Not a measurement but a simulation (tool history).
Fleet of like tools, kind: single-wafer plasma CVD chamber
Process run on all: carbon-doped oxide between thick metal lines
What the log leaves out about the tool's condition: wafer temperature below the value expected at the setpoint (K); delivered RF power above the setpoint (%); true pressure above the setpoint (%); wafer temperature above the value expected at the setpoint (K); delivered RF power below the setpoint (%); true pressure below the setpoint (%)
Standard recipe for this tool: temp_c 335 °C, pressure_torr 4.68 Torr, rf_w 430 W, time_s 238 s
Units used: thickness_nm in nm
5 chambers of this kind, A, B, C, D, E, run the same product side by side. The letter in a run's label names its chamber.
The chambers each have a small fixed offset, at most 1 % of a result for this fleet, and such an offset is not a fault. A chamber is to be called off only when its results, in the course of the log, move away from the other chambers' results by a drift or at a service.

| run | day | temp_c | pressure_torr | rf_w | time_s | hours since the last thermocouple change | hours since the last RF generator calibration | hours since the last manometer calibration | read-back reference wafer on the same gauge, thickness_nm | thickness_nm |
|---|---|---|---|---|---|---|---|---|---|---|
| 1A | 0.225 | 335 | 4.68 | 430 | 238 | 195.1 | 259.7 | 1409.6 | 1270.6 | 1112.3 |
| 2E | 0.45 | 335 | 4.68 | 430 | 238 | 686.4 | 1676.3 | 1794.4 | 1270.5 | 1109.4 |
| 3C | 0.858 | 335 | 4.68 | 430 | 238 | 842.3 | 131.1 | 1011.1 | 1269.3 | 1106.5 |
| 4D | 1.092 | 335 | 4.68 | 430 | 238 | 92.4 | 224.2 | 1218.1 | 1269.2 | 1109.3 |
| 5B | 1.317 | 335 | 4.68 | 430 | 263 | 2046.4 | 214.6 | 344.2 | 1270 | 1230.7 |
| 6B | 1.717 | 335 | 4.68 | 430 | 263 | 2056 | 224.2 | 353.8 | 1270.8 | 1239.3 |
| 7A | 1.912 | 335 | 4.68 | 430 | 263 | 235.6 | 300.2 | 1450.1 | 1270.4 | 1234.3 |
| 8E | 2.175 | 335 | 4.68 | 430 | 263 | 727.8 | 1717.7 | 1835.8 | 1270.7 | 1230.4 |
| 9D | 2.458 | 335 | 4.68 | 430 | 263 | 125.2 | 257 | 1250.9 | 1270 | 1229.2 |
| 10C | 2.721 | 349 | 4.68 | 430 | 283 | 887 | 175.8 | 1055.8 | 1270.1 | 1263.2 |
| 11E | 3.138 | 349 | 4.68 | 430 | 283 | 750.9 | 1740.8 | 1858.9 | 1268.8 | 1273.6 |
| 12A | 3.325 | 349 | 4.68 | 430 | 283 | 269.5 | 334.1 | 1484 | 1269.6 | 1272.9 |
| 13D | 3.642 | 349 | 4.68 | 430 | 283 | 153.6 | 285.4 | 1279.3 | 1270 | 1263.4 |
| 14C | 3.904 | 349 | 4.68 | 430 | 283 | 915.4 | 204.2 | 1084.2 | 1270.7 | 1270.6 |
| 15B | 4.112 | 335 | 4.68 | 430 | 238 | 2113.5 | 281.7 | 411.3 | 1270.2 | 1121.4 |
|  | 4.275 | chamber C: thermocouple changed; heater temperature recalibrated |
| 16A | 4.492 | 335 | 4.68 | 430 | 238 | 297.5 | 362.1 | 1512 | 1270.1 | 1109.3 |
| 17D | 4.712 | 335 | 4.68 | 430 | 238 | 179.3 | 311.1 | 1305 | 1268.8 | 1108.7 |
| 18B | 5.108 | 335 | 4.68 | 430 | 274 | 2137.4 | 305.6 | 435.2 | 1269.7 | 1286.3 |
| 19C | 5.504 | 335 | 4.68 | 430 | 274 | 29.5 | 242.6 | 1122.6 | 1269.2 | 1281 |
| 20E | 5.833 | 335 | 4.68 | 430 | 274 | 815.6 | 1805.5 | 1923.6 | 1270.7 | 1277.1 |
| 21A | 6.196 | 335 | 4.68 | 430 | 274 | 338.4 | 403 | 1552.9 | 1270.2 | 1282.2 |
| 22C | 6.621 | 335 | 4.68 | 430 | 274 | 56.3 | 269.4 | 1149.4 | 1269.6 | 1280.5 |
| 23E | 6.9 | 323 | 4.68 | 430 | 238 | 841.2 | 1831.1 | 1949.2 | 1270.6 | 1153.4 |
| 24B | 7.092 | 323 | 4.68 | 430 | 238 | 2185 | 353.2 | 482.8 | 1269.8 | 1163.6 |
| 25D | 7.433 | 323 | 4.68 | 430 | 238 | 244.6 | 376.4 | 1370.3 | 1270.2 | 1153.6 |
| 26B | 7.808 | 323 | 4.68 | 430 | 238 | 2202.2 | 370.4 | 500 | 1270.1 | 1165.1 |
| 27C | 8.096 | 323 | 4.68 | 430 | 238 | 91.7 | 304.8 | 1184.8 | 1270.1 | 1158.8 |
| 28E | 8.354 | 335 | 4.68 | 430 | 238 | 876.1 | 1866 | 1984.1 | 1270.1 | 1109 |
| 29D | 8.75 | 335 | 4.68 | 430 | 238 | 276.2 | 408 | 1401.9 | 1269.4 | 1111.7 |
| 30A | 9.042 | 335 | 4.68 | 430 | 238 | 406.7 | 471.3 | 1621.2 | 1270.3 | 1125.1 |
|  | 9.296 | chamber E: capacitance manometer re-zeroed and calibrated |
| 31E | 9.396 | 335 | 4.68 | 430 | 238 | 901.1 | 1891 | 2.5 | 1270.3 | 1110.9 |

Which is it: a chamber that has drifted or been left off by a service, a gauge drift common to all chambers, or only each chamber's usual small offset? If a chamber is off, name it and its likeliest cause.

No chamber is off and the gauge is stable; the differences are just each chamber's small, constant offset.

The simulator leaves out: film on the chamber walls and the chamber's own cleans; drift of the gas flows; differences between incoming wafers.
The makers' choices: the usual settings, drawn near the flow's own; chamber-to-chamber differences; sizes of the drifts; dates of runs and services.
